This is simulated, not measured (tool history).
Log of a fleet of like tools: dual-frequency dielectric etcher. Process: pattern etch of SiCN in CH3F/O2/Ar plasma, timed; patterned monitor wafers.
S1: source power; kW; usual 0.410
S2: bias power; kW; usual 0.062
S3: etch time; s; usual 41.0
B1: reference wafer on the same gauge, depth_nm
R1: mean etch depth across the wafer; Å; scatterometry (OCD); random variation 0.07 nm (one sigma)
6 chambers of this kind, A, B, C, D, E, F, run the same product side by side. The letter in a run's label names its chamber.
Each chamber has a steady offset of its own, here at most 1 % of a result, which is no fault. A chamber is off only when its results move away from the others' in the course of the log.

| run | hour | S1 | S2 | S3 | B1 | R1 |
|---|---|---|---|---|---|---|
| 1F | 5.0 | 0.410 | 0.062 | 41.0 | 16.677 | 146.82 |
| 2A | 9.4 | 0.410 | 0.062 | 41.0 | 16.703 | 148.32 |
| 3E | 12.7 | 0.410 | 0.062 | 41.0 | 16.700 | 148.52 |
| 4B | 15.3 | 0.410 | 0.062 | 41.0 | 16.690 | 147.56 |
| 5C | 18.0 | 0.410 | 0.062 | 41.0 | 16.699 | 147.12 |
| 6D | 22.5 | 0.410 | 0.062 | 41.0 | 16.716 | 147.79 |
| 7A | 26.0 | 0.410 | 0.062 | 41.0 | 16.691 | 146.96 |
| 8B | 29.4 | 0.410 | 0.062 | 41.0 | 16.716 | 148.82 |
| 9D | 35.0 | 0.410 | 0.062 | 41.0 | 16.700 | 148.59 |
| 10E | 37.6 | 0.410 | 0.062 | 41.0 | 16.719 | 149.41 |
| 11C | 42.1 | 0.410 | 0.062 | 41.0 | 16.725 | 147.04 |
| 12F | 47.5 | 0.410 | 0.062 | 41.0 | 16.719 | 147.67 |
| 13A | 51.2 | 0.410 | 0.062 | 41.0 | 16.674 | 146.17 |
| 14B | 55.6 | 0.410 | 0.062 | 41.0 | 16.698 | 149.35 |
| 15E | 59.5 | 0.410 | 0.062 | 41.0 | 16.697 | 148.69 |
| 16F | 63.7 | 0.410 | 0.062 | 41.0 | 16.710 | 146.61 |
| 17D | 68.2 | 0.410 | 0.062 | 41.0 | 16.710 | 149.66 |
| 18C | 71.8 | 0.410 | 0.062 | 41.0 | 16.698 | 147.65 |
| 19C | 75.3 | 0.410 | 0.062 | 41.0 | 16.690 | 147.64 |
| 20A | 80.5 | 0.410 | 0.062 | 41.0 | 16.671 | 147.58 |
| 21F | 84.3 | 0.410 | 0.062 | 41.0 | 16.705 | 145.94 |
| 22E | 88.6 | 0.410 | 0.062 | 41.0 | 16.705 | 149.51 |
| 23D | 93.9 | 0.410 | 0.062 | 41.0 | 16.693 | 151.10 |
| 24B | 99.1 | 0.410 | 0.062 | 41.0 | 16.687 | 148.20 |
| 25B | 102.1 | 0.410 | 0.062 | 41.0 | 16.696 | 148.20 |
| 26F | 107.7 | 0.410 | 0.062 | 41.0 | 16.687 | 147.51 |
| 27C | 111.4 | 0.410 | 0.062 | 41.0 | 16.688 | 147.56 |
| 28A | 114.4 | 0.410 | 0.062 | 41.0 | 16.700 | 147.55 |
| 29E | 117.0 | 0.410 | 0.062 | 41.0 | 16.695 | 148.42 |
| 30D | 121.9 | 0.410 | 0.062 | 41.0 | 16.699 | 152.16 |
|  | 126.1 | chamber E: source power generator calibrated |
| 31B | 126.1 | 0.410 | 0.062 | 41.0 | 16.697 | 149.00 |
| 32E | 130.6 | 0.410 | 0.062 | 41.0 | 16.696 | 148.96 |
| 33A | 135.7 | 0.450 | 0.070 | 41.0 | 16.701 | 158.15 |
| 34C | 140.6 | 0.450 | 0.070 | 41.0 | 16.705 | 158.33 |
| 35D | 145.1 | 0.450 | 0.070 | 41.0 | 16.688 | 164.95 |
| 36F | 148.8 | 0.450 | 0.070 | 41.0 | 16.711 | 158.67 |
| 37C | 151.9 | 0.450 | 0.070 | 41.0 | 16.701 | 158.47 |
| 38E | 156.6 | 0.450 | 0.070 | 41.0 | 16.689 | 160.40 |
| 39F | 159.6 | 0.410 | 0.052 | 34.5 | 16.694 | 117.46 |
| 40B | 162.8 | 0.410 | 0.052 | 34.5 | 16.706 | 116.84 |
| 41D | 167.8 | 0.410 | 0.052 | 34.5 | 16.708 | 122.26 |
| 42A | 172.3 | 0.410 | 0.052 | 34.5 | 16.709 | 118.14 |

Is one chamber off against the others, does the gauge drift, or is nothing wrong? If a chamber is off, say which, and what the likeliest cause is.

Chamber D drifts away from the others.
Cause: etch rate over this chamber's usual, % = 4.43.

Here are 4 candidates for chamber D's next run, each the usual settings with a change, their results left as question marks. Which one brings its results back in line with what the others give on the usual settings?
In line means no further than this from the other chambers' mean on the usual settings: R1 2.50 Å
| 43D-1 | 176.4 | 0.410 | 0.062 | 39.0 |  | ? |
| 43D-2 | 176.4 | 0.400 | 0.061 | 41.0 |  | ? |
| 43D-3 | 176.4 | 0.420 | 0.063 | 41.0 |  | ? |
| 43D-4 | 176.4 | 0.410 | 0.062 | 43.0 |  | ? |

The other chambers' mean on the usual settings: R1 147.70 Å
| run | R1 |
|---|---|
| 43D-1 | 147.14 |
| 43D-2 | 152.40 |
| 43D-3 | 156.96 |
| 43D-4 | 162.23 |
43D-1 brings the chamber back in line.
